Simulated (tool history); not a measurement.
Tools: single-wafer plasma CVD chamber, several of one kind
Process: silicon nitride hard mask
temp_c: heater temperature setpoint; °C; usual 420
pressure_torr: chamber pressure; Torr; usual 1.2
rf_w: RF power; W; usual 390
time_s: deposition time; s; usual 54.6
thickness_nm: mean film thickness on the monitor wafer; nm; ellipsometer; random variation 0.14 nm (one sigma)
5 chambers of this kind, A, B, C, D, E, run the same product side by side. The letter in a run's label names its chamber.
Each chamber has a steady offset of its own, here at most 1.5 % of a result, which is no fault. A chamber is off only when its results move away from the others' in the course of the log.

| run | hour | temp_c | pressure_torr | rf_w | time_s | hours since the last thermocouple change | hours since the last RF generator calibration | hours since the last manometer calibration | read-back reference wafer on the same gauge, thickness_nm | thickness_nm |
|---|---|---|---|---|---|---|---|---|---|---|
| 1D | 6.8 | 420 | 1.2 | 390 | 54.6 | 1182.3 | 197.6 | 709.7 | 67.695 | 66.944 |
| 2A | 10.4 | 420 | 1.2 | 390 | 54.6 | 887.2 | 1082.3 | 725.9 | 67.692 | 66.865 |
| 3B | 16.5 | 420 | 1.2 | 390 | 54.6 | 750.8 | 711.1 | 417.7 | 67.659 | 67.408 |
| 4C | 20.6 | 420 | 1.2 | 390 | 54.6 | 185.9 | 477.1 | 1561.8 | 67.729 | 66.742 |
| 5E | 24 | 420 | 1.2 | 450 | 61.6 | 1674.2 | 50.1 | 309.7 | 67.69 | 82.232 |
| 6B | 31.6 | 420 | 1.2 | 450 | 61.6 | 765.9 | 726.2 | 432.8 | 67.665 | 82.176 |
| 7A | 36 | 420 | 1.2 | 450 | 61.6 | 912.8 | 1107.9 | 751.5 | 67.702 | 81.935 |
| 8C | 39.2 | 420 | 1.2 | 450 | 61.6 | 204.5 | 495.7 | 1580.4 | 67.715 | 81.846 |
| 9E | 44.8 | 420 | 1.2 | 450 | 61.6 | 1695 | 70.9 | 330.5 | 67.732 | 82.424 |
| 10D | 49.7 | 420 | 1.2 | 390 | 54.6 | 1225.2 | 240.5 | 752.6 | 67.714 | 66.821 |
| 11E | 57.3 | 434 | 1.06 | 390 | 54.6 | 1707.5 | 83.4 | 343 | 67.682 | 64.094 |
| 12A | 61.7 | 434 | 1.06 | 390 | 54.6 | 938.5 | 1133.6 | 777.2 | 67.702 | 63.8 |
| 13D | 68.3 | 434 | 1.06 | 390 | 54.6 | 1243.8 | 259.1 | 771.2 | 67.691 | 63.689 |
| 14C | 72.1 | 434 | 1.06 | 390 | 54.6 | 237.4 | 528.6 | 1613.3 | 67.712 | 63.925 |
| 15B | 77.4 | 434 | 1.06 | 390 | 54.6 | 811.7 | 772 | 478.6 | 67.697 | 64.236 |
| 16A | 84.5 | 420 | 1.2 | 390 | 54.6 | 961.3 | 1156.4 | 800 | 67.699 | 66.853 |
| 17B | 90.9 | 420 | 1.2 | 390 | 54.6 | 825.2 | 785.5 | 492.1 | 67.692 | 67.267 |
| 18C | 94.7 | 420 | 1.2 | 355 | 54.6 | 260 | 551.2 | 1635.9 | 67.72 | 63.131 |
|  | 96.7 | chamber A: capacitance manometer re-zeroed and calibrated |
| 19D | 100.4 | 420 | 1.2 | 355 | 54.6 | 1275.9 | 291.2 | 803.3 | 67.732 | 62.922 |
| 20E | 104.4 | 420 | 1.2 | 355 | 54.6 | 1754.6 | 130.5 | 390.1 | 67.68 | 63.258 |
| 21D | 109.2 | 420 | 1.2 | 355 | 54.6 | 1284.7 | 300 | 812.1 | 67.705 | 63.161 |
| 22A | 114.7 | 420 | 1.2 | 355 | 54.6 | 991.5 | 1186.6 | 18 | 67.74 | 63.055 |
| 23E | 119.9 | 420 | 1.2 | 390 | 54.6 | 1770.1 | 146 | 405.6 | 67.694 | 67.172 |
| 24C | 127.1 | 420 | 1.2 | 390 | 54.6 | 292.4 | 583.6 | 1668.3 | 67.736 | 66.92 |
| 25B | 131.9 | 433 | 1.2 | 390 | 54.6 | 866.2 | 826.5 | 533.1 | 67.733 | 67.03 |
| 26A | 136.4 | 433 | 1.2 | 390 | 54.6 | 1013.2 | 1208.3 | 39.7 | 67.692 | 66.266 |
| 27C | 141.7 | 433 | 1.2 | 390 | 54.6 | 307 | 598.2 | 1682.9 | 67.679 | 66.425 |
| 28E | 149.2 | 433 | 1.2 | 390 | 54.6 | 1799.4 | 175.3 | 434.9 | 67.723 | 66.87 |
| 29B | 154 | 433 | 1.2 | 390 | 54.6 | 888.3 | 848.6 | 555.2 | 67.728 | 66.861 |
|  | 155.1 | chamber D: capacitance manometer re-zeroed and calibrated |
| 30D | 159.1 | 420 | 1.2 | 390 | 54.6 | 1334.6 | 349.9 | 4 | 67.694 | 66.896 |

Next, every chamber runs the same settings. What will each give?
| 31A | 164.5 | 420 | 1.2 | 390 | 54.6 |  |  |  |  | ? |
| 31B | 164.5 | 420 | 1.2 | 390 | 54.6 |  |  |  |  | ? |
| 31C | 164.5 | 420 | 1.2 | 390 | 54.6 |  |  |  |  | ? |
| 31D | 164.5 | 420 | 1.2 | 390 | 54.6 |  |  |  |  | ? |
| 31E | 164.5 | 420 | 1.2 | 390 | 54.6 |  |  |  |  | ? |

| run | thickness_nm |
|---|---|
| 31A | 66.793 |
| 31B | 67.415 |
| 31C | 66.806 |
| 31D | 66.508 |
| 31E | 67.013 |

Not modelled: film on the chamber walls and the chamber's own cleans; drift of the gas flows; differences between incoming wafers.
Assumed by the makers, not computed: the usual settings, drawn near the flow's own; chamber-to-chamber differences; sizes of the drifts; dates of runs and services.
